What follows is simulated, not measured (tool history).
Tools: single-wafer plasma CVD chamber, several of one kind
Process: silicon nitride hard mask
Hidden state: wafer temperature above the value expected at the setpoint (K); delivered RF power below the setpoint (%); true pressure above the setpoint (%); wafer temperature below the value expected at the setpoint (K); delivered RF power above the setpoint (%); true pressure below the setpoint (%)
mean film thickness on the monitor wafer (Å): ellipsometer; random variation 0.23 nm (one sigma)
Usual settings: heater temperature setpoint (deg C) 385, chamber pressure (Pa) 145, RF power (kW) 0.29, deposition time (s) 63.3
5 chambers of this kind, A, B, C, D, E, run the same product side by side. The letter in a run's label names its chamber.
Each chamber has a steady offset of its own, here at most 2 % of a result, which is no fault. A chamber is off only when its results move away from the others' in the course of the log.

| run | day | heater temperature setpoint (deg C) | chamber pressure (Pa) | RF power (kW) | deposition time (s) | hours since the last thermocouple change | hours since the last RF generator calibration | hours since the last manometer calibration | read-back reference wafer on the same gauge, thickness_nm | mean film thickness on the monitor wafer (Å) |
|---|---|---|---|---|---|---|---|---|---|---|
|  | 0.079 | chamber D: thermocouple changed; heater temperature recalibrated |
| 1C | 0.546 | 385 | 145 | 0.29 | 63.3 | 2135.5 | 640.7 | 1206.6 | 57.672 | 640.97 |
| 2B | 0.958 | 385 | 145 | 0.29 | 63.3 | 578.9 | 2691.9 | 1554.4 | 57.736 | 641.94 |
| 3E | 1.346 | 385 | 145 | 0.29 | 63.3 | 1453.7 | 2254 | 1244.8 | 57.702 | 632.78 |
| 4D | 1.8 | 385 | 145 | 0.29 | 63.3 | 41.4 | 1460.8 | 723.1 | 57.655 | 634.39 |
| 5A | 2.167 | 385 | 145 | 0.29 | 63.3 | 487.8 | 592.3 | 350.3 | 57.682 | 643.15 |
| 6D | 2.729 | 385 | 145 | 0.29 | 63.3 | 63.7 | 1483.1 | 745.4 | 57.731 | 636.22 |
| 7E | 3.012 | 385 | 145 | 0.29 | 63.3 | 1493.7 | 2294 | 1284.8 | 57.7 | 632.67 |
| 8A | 3.496 | 385 | 145 | 0.29 | 63.3 | 519.7 | 624.2 | 382.2 | 57.756 | 639.3 |
| 9C | 4.017 | 385 | 145 | 0.29 | 63.3 | 2218.8 | 724 | 1289.9 | 57.712 | 630.54 |
| 10B | 4.362 | 385 | 145 | 0.29 | 63.3 | 660.6 | 2773.6 | 1636.1 | 57.759 | 648.64 |
| 11C | 4.933 | 385 | 145 | 0.29 | 63.3 | 2240.8 | 746 | 1311.9 | 57.766 | 638.37 |
|  | 5.192 | chamber B: RF generator calibrated |
| 12B | 5.458 | 385 | 145 | 0.29 | 63.3 | 686.9 | 6.5 | 1662.4 | 57.709 | 647.73 |
| 13D | 5.817 | 385 | 145 | 0.29 | 63.3 | 137.8 | 1557.2 | 819.5 | 57.723 | 636.78 |
|  | 5.838 | chamber B: capacitance manometer re-zeroed and calibrated |
| 14A | 6.171 | 385 | 145 | 0.29 | 63.3 | 583.9 | 688.4 | 446.4 | 57.724 | 642.37 |
| 15E | 6.738 | 385 | 145 | 0.29 | 63.3 | 1583.1 | 2383.4 | 1374.2 | 57.732 | 631.56 |
|  | 6.804 | chamber E: capacitance manometer re-zeroed and calibrated |
| 16C | 7.054 | 385 | 164 | 0.29 | 63.3 | 2291.7 | 796.9 | 1362.8 | 57.723 | 664.51 |
| 17E | 7.533 | 385 | 164 | 0.29 | 63.3 | 1602.2 | 2402.5 | 17.6 | 57.649 | 641.3 |
| 18B | 7.871 | 385 | 164 | 0.29 | 63.3 | 744.8 | 64.4 | 48.8 | 57.74 | 670.62 |
| 19A | 8.321 | 385 | 164 | 0.29 | 63.3 | 635.5 | 740 | 498 | 57.696 | 667.8 |
|  | 8.433 | chamber E: RF generator calibrated |
| 20D | 8.746 | 385 | 164 | 0.29 | 63.3 | 208.1 | 1627.5 | 889.8 | 57.687 | 663.37 |
| 21C | 9.079 | 385 | 145 | 0.29 | 63.3 | 2340.3 | 845.5 | 1411.4 | 57.704 | 638.67 |
| 22D | 9.592 | 385 | 145 | 0.29 | 63.3 | 228.4 | 1647.8 | 910.1 | 57.708 | 631.54 |
| 23E | 9.85 | 385 | 145 | 0.29 | 63.3 | 1657.8 | 34.1 | 73.2 | 57.674 | 616.27 |
| 24A | 10.3 | 385 | 145 | 0.33 | 52.4 | 683 | 787.5 | 545.5 | 57.694 | 579.53 |
| 25B | 10.875 | 385 | 145 | 0.33 | 52.4 | 816.9 | 136.5 | 120.9 | 57.708 | 583.11 |
| 26B | 11.258 | 385 | 145 | 0.33 | 52.4 | 826.1 | 145.7 | 130.1 | 57.732 | 582.28 |
| 27C | 11.642 | 385 | 145 | 0.33 | 52.4 | 2401.8 | 907 | 1472.9 | 57.636 | 575.31 |
|  | 12.012 | chamber E: thermocouple changed; heater temperature recalibrated |
| 28D | 12.142 | 385 | 145 | 0.33 | 52.4 | 289.6 | 1709 | 971.3 | 57.749 | 573.88 |
| 29E | 12.671 | 385 | 145 | 0.29 | 63.3 | 15.8 | 101.8 | 140.9 | 57.741 | 618.24 |
| 30A | 12.971 | 385 | 145 | 0.29 | 63.3 | 747.1 | 851.6 | 609.6 | 57.725 | 639.99 |
| 31B | 13.321 | 385 | 145 | 0.29 | 63.3 | 875.6 | 195.2 | 179.6 | 57.752 | 642.6 |
| 32E | 13.675 | 385 | 145 | 0.29 | 63.3 | 39.9 | 125.9 | 165 | 57.685 | 615.95 |
| 33C | 14.142 | 385 | 145 | 0.29 | 63.3 | 2461.8 | 967 | 1532.9 | 57.685 | 633.36 |
| 34D | 14.683 | 385 | 145 | 0.29 | 63.3 | 350.6 | 1770 | 1032.3 | 57.639 | 636.26 |
| 35A | 15.096 | 385 | 145 | 0.29 | 63.3 | 798.1 | 902.6 | 660.6 | 57.731 | 638.17 |
| 36D | 15.454 | 390 | 145 | 0.29 | 63.3 | 369.1 | 1788.5 | 1050.8 | 57.699 | 633.19 |
| 37C | 15.833 | 390 | 145 | 0.29 | 63.3 | 2502.4 | 1007.6 | 1573.5 | 57.716 | 640.17 |
| 38B | 16.183 | 390 | 145 | 0.29 | 63.3 | 944.3 | 263.9 | 248.3 | 57.669 | 646.44 |
| 39E | 16.529 | 390 | 145 | 0.29 | 63.3 | 108.4 | 194.4 | 233.5 | 57.716 | 620.94 |
| 40A | 16.933 | 390 | 145 | 0.29 | 63.3 | 842.2 | 946.7 | 704.7 | 57.685 | 639.04 |

Is one chamber off against the others, does the gauge drift, or is nothing wrong? If a chamber is off, say which, and what the likeliest cause is.

A service left chamber E off against the others.
Cause: true pressure below the setpoint (%) = 5.94.

Here are 4 candidates for chamber E's next run, each the usual settings with a change, their results left as question marks. Which one brings its results back in line with what the others give on the usual settings?
In line means no further than this from the other chambers' mean on the usual settings: mean film thickness on the monitor wafer (Å) 8
| 41E-1 | 17.358 | 385 | 145 | 0.305 | 63.3 |  |  |  |  | ? |
| 41E-2 | 17.358 | 385 | 144 | 0.285 | 62 |  |  |  |  | ? |
| 41E-3 | 17.358 | 385 | 145 | 0.29 | 58.9 |  |  |  |  | ? |
| 41E-4 | 17.358 | 385 | 148 | 0.3 | 66 |  |  |  |  | ? |

The other chambers' mean on the usual settings: mean film thickness on the monitor wafer (Å) 639.82
| run | mean film thickness on the monitor wafer (Å) |
|---|---|
| 41E-1 | 638.56 |
| 41E-2 | 595.87 |
| 41E-3 | 574.58 |
| 41E-4 | 662.63 |
41E-1 brings the chamber back in line.
